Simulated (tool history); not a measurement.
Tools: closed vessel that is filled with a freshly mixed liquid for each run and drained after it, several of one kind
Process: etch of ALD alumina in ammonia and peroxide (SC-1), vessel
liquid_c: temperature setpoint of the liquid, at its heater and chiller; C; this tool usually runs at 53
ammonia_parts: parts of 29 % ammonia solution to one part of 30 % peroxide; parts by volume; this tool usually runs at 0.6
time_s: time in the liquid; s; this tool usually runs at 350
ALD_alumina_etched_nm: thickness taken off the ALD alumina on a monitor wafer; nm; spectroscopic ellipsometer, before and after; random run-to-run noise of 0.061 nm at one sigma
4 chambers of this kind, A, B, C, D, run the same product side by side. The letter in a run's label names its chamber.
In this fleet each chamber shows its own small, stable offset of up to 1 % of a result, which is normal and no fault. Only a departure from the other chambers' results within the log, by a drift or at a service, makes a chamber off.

run    day  liquid_c  ammonia_parts  time_s  read-back film thickness of the ALD alumina reference wafer, read on the same gauge (nm)  ALD_alumina_etched_nm
 1C  0.296        53            0.6     350                                                                                    50.029                 15.347
 2A  0.512        53            0.6     350                                                                                    49.951                 15.376
 3D  0.708        53            0.6     350                                                                                    49.966                 15.454
 4B  0.917        53            0.6     350                                                                                     50.03                 15.486
 5B  1.088        53            0.4     350                                                                                    49.988                 14.864
 6A  1.233        53            0.4     350                                                                                    50.025                 14.716
 7C  1.458        53            0.4     350                                                                                    49.988                  14.67
 8D  1.758        53            0.4     350                                                                                    50.032                 14.796
 9D  1.921        53            0.6     350                                                                                    49.953                  15.54
10B  2.088        53            0.6     550                                                                                    49.994                 24.349
11A  2.304        53            0.6     550                                                                                    49.946                 24.132
12C  2.496        53            0.6     550                                                                                    49.968                 24.042
13B    2.8        53            0.6     550                                                                                    50.041                 24.298
14A  3.012        53            0.6     350                                                                                    49.959                 15.316
     3.192  -- chamber D: new drum of ammonia solution connected
15D  3.246        53            0.6     350                                                                                     50.01                 15.465
16C  3.421        53            0.6     350                                                                                    50.008                 15.239
17A    3.6        53            0.6     350                                                                                    49.981                 15.259
18B   3.85        53            0.6     350                                                                                    49.999                 15.389
     3.971  -- chamber A: ammonia flow meter replaced
19C  4.083        53            0.6     350                                                                                    49.995                 15.255
20D  4.246        58           0.35     350                                                                                    49.957                 19.238
21D  4.433        58           0.35     350                                                                                    50.015                  19.15
     4.692  -- chamber C: new drum of ammonia solution connected
22B  4.692        58           0.35     350                                                                                    49.992                 19.258
23A  4.892        58           0.35     350                                                                                    50.051                 18.778
24C  5.162        53            0.6     350                                                                                    50.016                 15.267
25B  5.446        53            0.6     350                                                                                    49.941                 15.486
26D  5.588        53            0.6     350                                                                                    49.962                 15.459
27A  5.821        53            0.6     350                                                                                    49.975                  15.08
28C  6.008        53            0.6     350                                                                                    49.997                 15.199
29B  6.267        53            0.6     350                                                                                    49.999                  15.45
30C  6.454        53            0.6     350                                                                                    50.013                 15.343
31D  6.767        53            0.6     350                                                                                    50.009                 15.322

Which is it: a chamber that has drifted or been left off by a service, a gauge drift common to all chambers, or only each chamber's usual small offset? If a chamber is off, name it and its likeliest cause.

It is chamber A that slowly wanders off from its peers.
Cause: liquid colder than its thermometer reads (K) = 0.638.

Below are 4 candidate recipes for chamber A's next run, each the usual settings with a change, their results shown as question marks. Which of them brings A's results back in line with what the other chambers give on the usual settings?
To be in line, a result may differ from the other chambers' mean on the usual settings by at most: ALD_alumina_etched_nm 0.21 nm
32A-1  6.996      53.5            0.6     355                                                                                                                ?
32A-2  6.996        53            0.7     350                                                                                                                ?
32A-3  6.996      52.5            0.6     345                                                                                                                ?
32A-4  6.996        53            0.6     345                                                                                                                ?

The mean the other chambers reach with the usual settings: ALD_alumina_etched_nm 15.401 nm
  run  ALD_alumina_etched_nm
32A-1                 15.485
32A-2                 15.075
32A-3                 14.241
32A-4                  14.64
The answer is 32A-1, which returns the chamber to within the allowed miss of the others.
